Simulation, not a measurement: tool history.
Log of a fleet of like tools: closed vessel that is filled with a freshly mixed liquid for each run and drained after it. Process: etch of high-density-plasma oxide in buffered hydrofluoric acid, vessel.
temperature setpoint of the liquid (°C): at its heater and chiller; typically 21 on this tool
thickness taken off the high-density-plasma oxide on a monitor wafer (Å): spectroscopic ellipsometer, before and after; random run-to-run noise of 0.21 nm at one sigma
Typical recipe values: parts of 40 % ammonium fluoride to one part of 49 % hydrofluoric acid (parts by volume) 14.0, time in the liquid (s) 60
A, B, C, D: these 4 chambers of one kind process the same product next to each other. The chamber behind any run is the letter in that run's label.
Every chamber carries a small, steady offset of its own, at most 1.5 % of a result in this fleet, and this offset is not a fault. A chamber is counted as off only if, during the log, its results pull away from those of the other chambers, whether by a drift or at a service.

run	hour	temperature setpoint of the liquid (°C)	parts of 40 % ammonium fluoride to one part of 49 % hydrofluoric acid (parts by volume)	time in the liquid (s)	read-back film thickness of the high-density-plasma oxide reference wafer, read on the same gauge (nm)	thickness taken off the high-density-plasma oxide on a monitor wafer (Å)
1A	8.8	21	14.0	60	89.992	452.61
2B	14.8	21	14.0	60	90.004	462.37
3C	22.4	21	14.0	60	89.991	449.49
# hour 22.7: chamber A: thermometer replaced
4D	31.3	21	14.0	60	90.017	456.31
5A	36.4	21	14.0	60	89.996	454.96
6B	41.0	21	14.0	60	90.007	455.58
7C	45.7	21	14.0	60	89.984	455.59
8D	54.9	21	15.5	45	89.983	311.90
9A	59.2	21	15.5	45	89.980	309.08
10D	65.7	21	15.5	45	89.982	311.37
11B	74.7	21	15.5	45	89.991	312.21
# hour 75.7: chamber B: hydrofluoric acid flow meter replaced
12C	79.3	21	14.0	60	89.987	450.64
13A	87.8	21	14.0	85	89.995	649.73
14B	97.1	21	14.0	85	90.009	651.62
15D	103.7	21	14.0	85	90.019	653.35
16C	108.9	21	14.0	85	90.023	642.06
17A	113.3	21	14.0	60	90.007	456.34
18C	119.3	21	14.0	60	90.011	449.02
19D	124.0	21	14.0	60	90.010	461.64
20B	128.4	21	14.0	60	89.977	458.95
21C	137.2	21	14.0	60	89.990	451.32
22A	145.9	21	14.0	60	90.000	450.84
23B	155.0	21	14.0	60	90.010	459.77
24D	162.7	21	14.0	60	89.986	457.40
25C	171.8	21	14.0	60	89.989	444.79
26A	176.1	21	14.0	60	89.987	459.78
27D	181.2	21	14.0	60	89.995	459.08
28B	186.4	21	14.0	60	89.972	458.09
29D	194.6	21	14.0	60	90.013	460.38
30C	201.6	21	14.0	60	90.012	439.93
31A	209.7	17	12.0	60	90.004	426.23
32B	216.1	17	12.0	60	90.006	426.00
33A	220.2	17	12.0	60	89.978	422.24
34C	225.2	17	12.0	60	90.031	404.30
35B	230.7	21	14.0	60	89.988	462.37
36D	238.8	21	14.0	60	90.000	455.82
37A	243.3	17	11.0	60	89.994	463.22
38B	252.0	17	11.0	60	89.999	464.78

Next, all 4 chambers run the settings below, one line each with question marks for the results. What does each chamber give?
39A	258.8	21	14.0	60		?
39B	258.8	21	14.0	60		?
39C	258.8	21	14.0	60		?
39D	258.8	21	14.0	60		?

run	thickness taken off the high-density-plasma oxide on a monitor wafer (Å)
39A	455.88
39B	460.26
39C	434.09
39D	460.62

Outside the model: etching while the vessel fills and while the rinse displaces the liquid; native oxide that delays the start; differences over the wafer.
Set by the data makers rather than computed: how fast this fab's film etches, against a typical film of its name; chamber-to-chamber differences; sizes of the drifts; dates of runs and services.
